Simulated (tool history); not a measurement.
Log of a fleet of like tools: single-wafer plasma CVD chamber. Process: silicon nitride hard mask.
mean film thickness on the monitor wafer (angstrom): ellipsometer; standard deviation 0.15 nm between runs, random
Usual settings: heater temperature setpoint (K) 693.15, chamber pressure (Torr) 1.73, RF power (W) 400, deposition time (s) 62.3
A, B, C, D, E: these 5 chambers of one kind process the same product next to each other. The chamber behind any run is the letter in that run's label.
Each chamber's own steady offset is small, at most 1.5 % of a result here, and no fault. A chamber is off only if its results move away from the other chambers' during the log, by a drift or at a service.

run,hour,heater temperature setpoint (K),chamber pressure (Torr),RF power (W),deposition time (s),"read-back reference wafer on the same gauge, thickness_nm",mean film thickness on the monitor wafer (angstrom)
1A,6.1,693.15,1.73,400,62.3,98.535,865.78
2C,11.6,693.15,1.73,400,62.3,98.515,875.36
3D,17.1,693.15,1.73,400,62.3,98.578,870.28
4E,21.8,693.15,1.73,400,62.3,98.557,873.28
5B,25.7,693.15,1.73,400,62.3,98.610,864.63
6C,29.9,693.15,1.73,465,62.3,98.631,950.48
7E,32.8,693.15,1.73,465,62.3,98.593,950.01
8D,36.8,693.15,1.73,465,62.3,98.576,947.89
9B,40.7,693.15,1.73,465,62.3,98.651,941.60
10A,45.3,693.15,1.73,465,62.3,98.667,944.50
11D,48.6,693.15,1.73,360,62.3,98.633,812.69
12E,54.0,693.15,1.73,360,62.3,98.651,816.89
13C,58.7,693.15,1.73,360,62.3,98.679,820.21
# hour 61.6: chamber D: thermocouple changed; heater temperature recalibrated
14B,65.1,693.15,1.73,360,62.3,98.709,812.15
15A,70.2,693.15,1.73,360,62.3,98.732,814.70
16A,76.8,693.15,1.73,400,62.3,98.747,868.23
17E,80.9,693.15,1.73,400,68.3,98.736,958.27
18C,83.7,693.15,1.73,400,68.3,98.763,958.14
19B,87.4,693.15,1.73,400,68.3,98.760,950.61
20D,93.7,693.15,1.73,400,68.3,98.804,955.53
21C,100.0,693.15,1.73,400,68.3,98.887,958.03
22B,105.7,693.15,1.73,400,62.3,98.829,866.57
23E,110.8,693.15,1.73,400,62.3,98.872,874.47
24D,115.4,693.15,1.73,400,62.3,98.841,873.26
25A,121.3,693.15,1.73,400,62.3,98.902,870.53
26C,124.6,693.15,1.73,400,62.3,98.893,876.32
27A,131.0,693.15,1.73,400,62.3,98.937,870.20
28E,134.1,693.15,1.73,400,62.3,98.966,875.28
29B,138.6,693.15,1.73,400,62.3,98.989,865.01
30D,141.6,693.15,1.73,400,62.3,98.956,872.54
31E,147.7,693.15,1.73,400,62.3,98.988,876.86
32A,153.8,702.15,1.73,465,62.3,99.030,947.10
33B,158.2,702.15,1.73,465,62.3,99.023,941.89
34D,163.3,702.15,1.73,465,62.3,99.031,949.44
35C,169.6,702.15,1.73,465,62.3,99.069,954.23
36B,173.2,702.15,1.73,465,62.3,99.062,941.07
37C,178.1,693.15,1.73,400,62.3,99.115,877.64
38D,183.8,693.15,1.73,400,62.3,99.109,876.64
39A,189.5,693.15,1.73,400,62.3,99.152,872.10
40E,195.2,693.15,1.73,400,62.3,99.129,876.28
41B,199.0,693.15,1.73,400,62.3,99.178,869.56
42A,204.3,693.15,1.73,350,62.3,99.188,804.09

Each of the 5 chambers runs these same settings next. Fill in every chamber's results:
43A,209.0,693.15,1.73,400,62.3,,?
43B,209.0,693.15,1.73,400,62.3,,?
43C,209.0,693.15,1.73,400,62.3,,?
43D,209.0,693.15,1.73,400,62.3,,?
43E,209.0,693.15,1.73,400,62.3,,?

run,mean film thickness on the monitor wafer (angstrom)
43A,872.82
43B,869.47
43C,879.76
43D,871.03
43E,877.43

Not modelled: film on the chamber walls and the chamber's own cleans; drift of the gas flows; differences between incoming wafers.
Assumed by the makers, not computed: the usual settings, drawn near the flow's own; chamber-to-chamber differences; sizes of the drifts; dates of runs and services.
